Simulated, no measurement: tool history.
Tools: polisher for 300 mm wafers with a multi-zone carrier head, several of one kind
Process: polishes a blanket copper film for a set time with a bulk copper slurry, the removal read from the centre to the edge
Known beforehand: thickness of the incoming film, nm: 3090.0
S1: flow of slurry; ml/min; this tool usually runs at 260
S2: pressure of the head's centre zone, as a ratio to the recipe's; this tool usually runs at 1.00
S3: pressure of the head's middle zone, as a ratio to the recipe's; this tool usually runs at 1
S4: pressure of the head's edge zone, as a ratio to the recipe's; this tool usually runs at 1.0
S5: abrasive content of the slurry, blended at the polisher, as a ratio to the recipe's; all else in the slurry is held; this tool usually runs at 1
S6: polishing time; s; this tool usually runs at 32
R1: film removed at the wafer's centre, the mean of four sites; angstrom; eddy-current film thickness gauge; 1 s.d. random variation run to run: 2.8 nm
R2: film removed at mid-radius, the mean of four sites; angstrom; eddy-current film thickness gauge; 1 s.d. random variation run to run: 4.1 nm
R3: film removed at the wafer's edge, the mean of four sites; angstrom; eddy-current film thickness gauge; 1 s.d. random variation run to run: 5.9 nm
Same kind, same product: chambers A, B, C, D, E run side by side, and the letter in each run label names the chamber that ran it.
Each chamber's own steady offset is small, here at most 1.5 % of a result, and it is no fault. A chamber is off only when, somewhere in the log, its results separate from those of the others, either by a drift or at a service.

{"day": 0.146, "done": "chamber A: worn pad replaced by a new one"}
{"run": "1A", "day": 0.329, "S1": 260, "S2": 1.0, "S3": 1, "S4": 1.0, "S5": 1, "S6": 32, "R1": 4018.5, "R2": 3970.6, "R3": 4019.9}
{"day": 0.533, "done": "chamber A: edge zone pressure recalibrated"}
{"run": "2B", "day": 0.558, "S1": 260, "S2": 1.0, "S3": 1, "S4": 1.0, "S5": 1, "S6": 32, "R1": 4002.8, "R2": 4019.8, "R3": 3973.6}
{"day": 0.925, "done": "chamber D: worn pad replaced by a new one"}
{"run": "3D", "day": 0.946, "S1": 260, "S2": 1.0, "S3": 1, "S4": 1.0, "S5": 1, "S6": 32, "R1": 3960.5, "R2": 4024.2, "R3": 4105.2}
{"run": "4C", "day": 1.392, "S1": 260, "S2": 1.0, "S3": 1, "S4": 1.0, "S5": 1, "S6": 32, "R1": 3908.6, "R2": 3932.1, "R3": 3905.5}
{"run": "5E", "day": 1.65, "S1": 260, "S2": 1.0, "S3": 1, "S4": 1.0, "S5": 1, "S6": 32, "R1": 4020.6, "R2": 3991.7, "R3": 4073.5}
{"day": 1.725, "done": "chamber E: worn pad replaced by a new one"}
{"run": "6E", "day": 1.962, "S1": 260, "S2": 1.0, "S3": 1, "S4": 1.0, "S5": 1, "S6": 32, "R1": 4040.5, "R2": 3925.3, "R3": 3977.3}
{"run": "7D", "day": 2.379, "S1": 260, "S2": 1.0, "S3": 1, "S4": 0.9, "S5": 1, "S6": 32, "R1": 4068.8, "R2": 4068.0, "R3": 3814.8}
{"day": 2.642, "done": "chamber A: worn pad replaced by a new one"}
{"run": "8A", "day": 2.788, "S1": 260, "S2": 1.0, "S3": 1, "S4": 0.9, "S5": 1, "S6": 32, "R1": 3960.9, "R2": 3927.2, "R3": 3753.1}
{"run": "9C", "day": 3.179, "S1": 260, "S2": 1.0, "S3": 1, "S4": 0.9, "S5": 1, "S6": 32, "R1": 3941.6, "R2": 4015.6, "R3": 3746.3}
{"day": 3.496, "done": "chamber D: worn pad replaced by a new one"}
{"run": "10B", "day": 3.575, "S1": 260, "S2": 1.0, "S3": 1, "S4": 0.9, "S5": 1, "S6": 32, "R1": 3985.8, "R2": 3916.0, "R3": 3808.0}
{"run": "11C", "day": 3.829, "S1": 260, "S2": 1.0, "S3": 1, "S4": 0.9, "S5": 1, "S6": 32, "R1": 3903.9, "R2": 4016.5, "R3": 3709.4}
{"day": 4.125, "done": "chamber B: worn pad replaced by a new one"}
{"run": "12B", "day": 4.254, "S1": 260, "S2": 1.0, "S3": 1, "S4": 1.0, "S5": 1, "S6": 32, "R1": 4009.7, "R2": 3959.2, "R3": 3935.3}
{"run": "13E", "day": 4.654, "S1": 260, "S2": 1.0, "S3": 1, "S4": 1.0, "S5": 1, "S6": 32, "R1": 4022.0, "R2": 3977.7, "R3": 3948.4}
{"day": 4.712, "done": "chamber E: worn pad replaced by a new one"}
{"run": "14D", "day": 5.071, "S1": 260, "S2": 1.0, "S3": 1, "S4": 1.0, "S5": 1, "S6": 32, "R1": 4007.2, "R2": 3875.3, "R3": 3929.5}
{"day": 5.412, "done": "chamber A: worn pad replaced by a new one"}
{"run": "15A", "day": 5.508, "S1": 260, "S2": 1.0, "S3": 1, "S4": 1.0, "S5": 1, "S6": 32, "R1": 4044.1, "R2": 3950.8, "R3": 3913.8}
{"run": "16D", "day": 5.842, "S1": 330, "S2": 1.0, "S3": 1, "S4": 1.0, "S5": 1, "S6": 32, "R1": 4058.7, "R2": 4088.3, "R3": 4107.4}
{"day": 6.038, "done": "chamber D: worn pad replaced by a new one"}
{"run": "17C", "day": 6.129, "S1": 330, "S2": 1.0, "S3": 1, "S4": 1.0, "S5": 1, "S6": 32, "R1": 4029.0, "R2": 4004.6, "R3": 4032.0}
{"day": 6.167, "done": "chamber C: slurry nozzle cleaned"}
{"run": "18E", "day": 6.358, "S1": 330, "S2": 1.0, "S3": 1, "S4": 1.0, "S5": 1, "S6": 32, "R1": 4152.5, "R2": 4126.7, "R3": 3930.0}
{"day": 6.621, "done": "chamber E: centre zone pressure recalibrated"}
{"run": "19B", "day": 6.638, "S1": 330, "S2": 1.0, "S3": 1, "S4": 1.0, "S5": 1, "S6": 32, "R1": 4151.6, "R2": 4165.0, "R3": 3923.7}
{"run": "20A", "day": 7.079, "S1": 330, "S2": 1.0, "S3": 1, "S4": 1.0, "S5": 1, "S6": 32, "R1": 4131.2, "R2": 4097.3, "R3": 4139.2}
{"run": "21A", "day": 7.425, "S1": 260, "S2": 1.0, "S3": 1, "S4": 1.0, "S5": 1, "S6": 32, "R1": 3964.0, "R2": 4003.1, "R3": 4049.4}
{"run": "22D", "day": 7.85, "S1": 260, "S2": 1.0, "S3": 1, "S4": 1.0, "S5": 1, "S6": 32, "R1": 3994.1, "R2": 4054.0, "R3": 3956.4}
{"day": 7.933, "done": "chamber B: worn pad replaced by a new one"}
{"day": 8.133, "done": "chamber D: edge zone pressure recalibrated"}
{"day": 8.171, "done": "chamber E: worn pad replaced by a new one"}
{"run": "23E", "day": 8.171, "S1": 260, "S2": 1.0, "S3": 1, "S4": 1.0, "S5": 1, "S6": 32, "R1": 4034.7, "R2": 4050.8, "R3": 4015.0}
{"day": 8.317, "done": "chamber A: worn pad replaced by a new one"}
{"run": "24B", "day": 8.521, "S1": 260, "S2": 1.0, "S3": 1, "S4": 1.0, "S5": 1, "S6": 32, "R1": 3975.1, "R2": 3957.9, "R3": 4008.3}
{"day": 8.762, "done": "chamber D: worn pad replaced by a new one"}
{"run": "25C", "day": 8.825, "S1": 260, "S2": 1.0, "S3": 1, "S4": 1.0, "S5": 1, "S6": 32, "R1": 3820.9, "R2": 3811.4, "R3": 3730.2}
{"run": "26E", "day": 9.117, "S1": 260, "S2": 0.91, "S3": 1, "S4": 1.0, "S5": 1, "S6": 32, "R1": 3632.2, "R2": 4005.3, "R3": 3944.6}
{"run": "27D", "day": 9.471, "S1": 260, "S2": 0.91, "S3": 1, "S4": 1.0, "S5": 1, "S6": 32, "R1": 3591.6, "R2": 4057.3, "R3": 4099.9}
{"day": 9.65, "done": "chamber B: centre zone pressure recalibrated"}
{"run": "28B", "day": 9.783, "S1": 260, "S2": 0.91, "S3": 1, "S4": 1.0, "S5": 1, "S6": 32, "R1": 3596.6, "R2": 4048.2, "R3": 4050.0}
{"day": 9.942, "done": "chamber E: slurry nozzle cleaned"}
{"run": "29A", "day": 10.129, "S1": 260, "S2": 0.91, "S3": 1, "S4": 1.0, "S5": 1, "S6": 32, "R1": 3588.1, "R2": 3985.2, "R3": 3952.0}
{"run": "30C", "day": 10.554, "S1": 260, "S2": 0.91, "S3": 1, "S4": 1.0, "S5": 1, "S6": 32, "R1": 3331.7, "R2": 3786.5, "R3": 3777.3}
{"run": "31B", "day": 10.758, "S1": 260, "S2": 1.0, "S3": 1, "S4": 1.0, "S5": 1, "S6": 32, "R1": 4076.3, "R2": 4008.8, "R3": 3904.2}
{"day": 10.829, "done": "chamber E: worn pad replaced by a new one"}
{"run": "32D", "day": 11.154, "S1": 260, "S2": 1.0, "S3": 1, "S4": 1.0, "S5": 1, "S6": 32, "R1": 3967.1, "R2": 3977.4, "R3": 4130.7}
{"day": 11.296, "done": "chamber D: worn pad replaced by a new one"}
{"day": 11.525, "done": "chamber A: worn pad replaced by a new one"}
{"run": "33C", "day": 11.575, "S1": 260, "S2": 1.0, "S3": 1, "S4": 1.0, "S5": 1, "S6": 32, "R1": 3723.9, "R2": 3737.4, "R3": 3686.7}
{"run": "34A", "day": 12.004, "S1": 260, "S2": 1.0, "S3": 1, "S4": 1.0, "S5": 1, "S6": 32, "R1": 4071.2, "R2": 3995.4, "R3": 4016.4}
{"run": "35E", "day": 12.283, "S1": 260, "S2": 1.0, "S3": 1, "S4": 1.0, "S5": 1, "S6": 32, "R1": 3996.0, "R2": 3985.9, "R3": 3966.6}
{"day": 12.312, "done": "chamber B: worn pad replaced by a new one"}
{"run": "36B", "day": 12.538, "S1": 260, "S2": 1.0, "S3": 1, "S4": 1.0, "S5": 1, "S6": 32, "R1": 3993.2, "R2": 3875.3, "R3": 3939.9}
{"run": "37D", "day": 12.979, "S1": 260, "S2": 1.0, "S3": 1, "S4": 1.0, "S5": 1, "S6": 32, "R1": 3996.9, "R2": 3999.1, "R3": 4029.8}
{"run": "38A", "day": 13.179, "S1": 260, "S2": 1.0, "S3": 1, "S4": 1.0, "S5": 1, "S6": 32, "R1": 4050.9, "R2": 3982.9, "R3": 4104.5}
{"run": "39E", "day": 13.438, "S1": 260, "S2": 1.0, "S3": 1, "S4": 1.0, "S5": 1, "S6": 32, "R1": 4038.4, "R2": 3979.2, "R3": 3980.8}
{"run": "40C", "day": 13.783, "S1": 260, "S2": 1.0, "S3": 1, "S4": 1.0, "S5": 1, "S6": 32, "R1": 3600.6, "R2": 3633.3, "R3": 3718.8}

All 5 chambers run these settings next. Forecast each chamber's results:
{"run": "41A", "day": 14.104, "S1": 260, "S2": 0.91, "S3": 1, "S4": 1.0, "S5": 1, "S6": 32, "R1": "?", "R2": "?", "R3": "?"}
{"run": "41B", "day": 14.104, "S1": 260, "S2": 0.91, "S3": 1, "S4": 1.0, "S5": 1, "S6": 32, "R1": "?", "R2": "?", "R3": "?"}
{"run": "41C", "day": 14.104, "S1": 260, "S2": 0.91, "S3": 1, "S4": 1.0, "S5": 1, "S6": 32, "R1": "?", "R2": "?", "R3": "?"}
{"run": "41D", "day": 14.104, "S1": 260, "S2": 0.91, "S3": 1, "S4": 1.0, "S5": 1, "S6": 32, "R1": "?", "R2": "?", "R3": "?"}
{"run": "41E", "day": 14.104, "S1": 260, "S2": 0.91, "S3": 1, "S4": 1.0, "S5": 1, "S6": 32, "R1": "?", "R2": "?", "R3": "?"}

run=41A R1=3630.8 R2=3962.0 R3=4044.3
run=41B R1=3606.3 R2=3899.9 R3=3928.9
run=41C R1=3179.5 R2=3557.5 R3=3660.7
run=41D R1=3644.3 R2=3984.9 R3=4015.9
run=41E R1=3628.5 R2=3950.1 R3=3988.0

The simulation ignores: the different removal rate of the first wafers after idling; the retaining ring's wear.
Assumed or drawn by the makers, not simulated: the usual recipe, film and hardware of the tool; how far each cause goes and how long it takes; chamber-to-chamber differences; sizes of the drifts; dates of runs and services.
